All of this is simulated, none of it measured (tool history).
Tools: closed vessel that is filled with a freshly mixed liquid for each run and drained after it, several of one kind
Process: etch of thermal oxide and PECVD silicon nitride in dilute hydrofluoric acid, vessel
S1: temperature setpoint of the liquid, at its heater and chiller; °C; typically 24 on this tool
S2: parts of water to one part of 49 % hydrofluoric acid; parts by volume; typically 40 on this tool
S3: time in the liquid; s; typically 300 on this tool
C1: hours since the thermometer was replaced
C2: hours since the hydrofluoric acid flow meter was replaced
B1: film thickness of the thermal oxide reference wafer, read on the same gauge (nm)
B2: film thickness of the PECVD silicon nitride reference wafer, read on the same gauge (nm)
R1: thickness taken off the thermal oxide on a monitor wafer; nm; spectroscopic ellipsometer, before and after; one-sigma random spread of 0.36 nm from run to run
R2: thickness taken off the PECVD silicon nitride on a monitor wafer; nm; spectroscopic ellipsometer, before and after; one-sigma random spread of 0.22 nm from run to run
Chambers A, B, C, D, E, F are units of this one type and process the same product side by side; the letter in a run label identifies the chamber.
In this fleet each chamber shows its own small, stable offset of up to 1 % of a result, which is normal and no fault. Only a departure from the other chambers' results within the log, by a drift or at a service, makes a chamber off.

| run | hour | S1 | S2 | S3 | C1 | C2 | B1 | B2 | R1 | R2 |
|---|---|---|---|---|---|---|---|---|---|---|
| 1B | 7.8 | 24 | 40 | 300 | 1922.4 | 1459.8 | 70.01 | 70.005 | 40.174 | 25.326 |
| 2A | 13.7 | 24 | 40 | 300 | 569.1 | 816.1 | 69.996 | 69.961 | 39.413 | 24.994 |
| 3D | 19.4 | 24 | 40 | 300 | 532.1 | 353.4 | 69.986 | 69.984 | 38.969 | 25.291 |
| 4E | 27.5 | 24 | 40 | 300 | 501.2 | 1417.3 | 70.036 | 69.98 | 39.151 | 25.347 |
| 5C | 34.9 | 24 | 40 | 300 | 494.1 | 81 | 70.029 | 70.002 | 39.498 | 25.389 |
| 6F | 39.9 | 26.5 | 30 | 300 | 432.1 | 369 | 70.045 | 70.018 | 57.907 | 39.287 |
| 7A | 44.3 | 26.5 | 30 | 300 | 599.7 | 846.7 | 69.981 | 69.986 | 59.265 | 38.874 |
| 8F | 50.7 | 26.5 | 30 | 300 | 442.9 | 379.8 | 70.008 | 70.041 | 58.499 | 38.823 |
| 9D | 58.7 | 26.5 | 30 | 300 | 571.4 | 392.7 | 69.985 | 70.003 | 58.67 | 39.963 |
| 10E | 66.3 | 26.5 | 30 | 300 | 540 | 1456.1 | 69.981 | 69.995 | 57.891 | 39.882 |
| 11C | 72.1 | 26.5 | 30 | 300 | 531.3 | 118.2 | 70.027 | 69.957 | 59.168 | 39.675 |
| 12B | 75.8 | 24 | 40 | 300 | 1990.4 | 1527.8 | 69.966 | 70.012 | 39.747 | 25.551 |
| 13A | 81.5 | 24 | 40 | 300 | 636.9 | 883.9 | 70.017 | 70.016 | 39.77 | 25.304 |
| 14D | 87.2 | 24 | 40 | 300 | 599.9 | 421.2 | 70.026 | 69.972 | 40.476 | 25.819 |
| 15E | 93.5 | 24 | 40 | 300 | 567.2 | 1483.3 | 69.979 | 69.98 | 39.09 | 25.174 |
| 16C | 97.7 | 24 | 40 | 300 | 556.9 | 143.8 | 70.057 | 70.007 | 39.974 | 25.628 |
| 17F | 103.5 | 24 | 40 | 300 | 495.7 | 432.6 | 69.992 | 69.986 | 39.159 | 24.945 |
| 18B | 110.3 | 24 | 40 | 300 | 2024.9 | 1562.3 | 69.948 | 69.973 | 39.556 | 25.119 |
| 19E | 118.1 | 24 | 40 | 300 | 591.8 | 1507.9 | 70.029 | 69.99 | 38.985 | 24.935 |
| 20C | 122.1 | 24 | 40 | 300 | 581.3 | 168.2 | 69.985 | 70.054 | 39.941 | 25.538 |
| 21F | 128.8 | 24 | 40 | 300 | 521 | 457.9 | 69.973 | 69.99 | 39.869 | 25.056 |
|  | 132.3 | chamber C: thermometer replaced |
| 22A | 134.4 | 24 | 40 | 300 | 689.8 | 936.8 | 69.984 | 70.025 | 39.838 | 25.703 |
| 23D | 142.6 | 24 | 40 | 300 | 655.3 | 476.6 | 70.015 | 69.983 | 41.331 | 26.588 |
| 24B | 148.2 | 24 | 40 | 300 | 2062.8 | 1600.2 | 69.997 | 70.009 | 40.027 | 25.675 |
| 25D | 154 | 24 | 40 | 300 | 666.7 | 488 | 70.044 | 69.986 | 40.849 | 26.627 |
| 26E | 158.2 | 24 | 40 | 300 | 631.9 | 1548 | 70.011 | 70.018 | 39.192 | 25.474 |
| 27F | 163.6 | 24 | 40 | 300 | 555.8 | 492.7 | 69.993 | 69.994 | 39.123 | 24.877 |
| 28A | 168.4 | 24 | 40 | 300 | 723.8 | 970.8 | 69.98 | 69.971 | 39.855 | 24.954 |
| 29B | 174.9 | 24 | 40 | 300 | 2089.5 | 1626.9 | 69.966 | 70.018 | 39.499 | 24.999 |
| 30C | 181.9 | 24 | 40 | 300 | 49.6 | 228 | 70.033 | 69.976 | 39.567 | 25.318 |
| 31C | 189.4 | 24 | 40 | 300 | 57.1 | 235.5 | 69.985 | 69.937 | 39.239 | 25.381 |
| 32B | 194.9 | 24 | 40 | 300 | 2109.5 | 1646.9 | 69.976 | 69.984 | 39.666 | 25.368 |
| 33A | 201.5 | 21 | 40 | 300 | 756.9 | 1003.9 | 69.915 | 69.983 | 34.991 | 20.644 |
| 34D | 205.6 | 21 | 40 | 300 | 718.3 | 539.6 | 69.927 | 69.982 | 36.337 | 21.908 |
| 35E | 209.8 | 21 | 40 | 300 | 683.5 | 1599.6 | 69.998 | 70.011 | 34.529 | 20.38 |
| 36F | 214.7 | 21 | 40 | 300 | 606.9 | 543.8 | 70.056 | 69.998 | 35.026 | 20.652 |
| 37B | 219.8 | 21 | 40 | 300 | 2134.4 | 1671.8 | 69.982 | 70.029 | 35.095 | 20.861 |
| 38C | 227.8 | 21 | 40 | 300 | 95.5 | 273.9 | 69.96 | 70.001 | 34.921 | 20.687 |

What goes on in this fleet: one chamber off, a drifting gauge, or nothing beyond the chambers' own small offsets? Name the chamber and the cause, if any.

Little by little, chamber D moves away from the other chambers.
Most likely cause: liquid hotter than its thermometer reads (K) = 1.19.

Here are 4 candidates for chamber D's next run, each the usual settings with a change, their results left as question marks. Which one brings its results back in line with what the others give on the usual settings?
Allowed miss from the other chambers' usual-settings mean, per result, to count as in line: R1 1.3 nm; R2 0.77 nm
| 39D-1 | 233.7 | 23 | 40 | 295 |  |  |  |  | ? | ? |
| 39D-2 | 233.7 | 22 | 40 | 290 |  |  |  |  | ? | ? |
| 39D-3 | 233.7 | 25 | 40 | 305 |  |  |  |  | ? | ? |
| 39D-4 | 233.7 | 26 | 40 | 310 |  |  |  |  | ? | ? |

Usual-settings mean across the other chambers: R1 39.5 nm; R2 25.259 nm
| run | R1 | R2 |
|---|---|---|
| 39D-1 | 39.216 | 25.216 |
| 39D-2 | 36.981 | 23.16 |
| 39D-3 | 44.002 | 29.8 |
| 39D-4 | 46.578 | 32.37 |
The right change is 39D-1: it brings the chamber back within the allowed miss of the others.
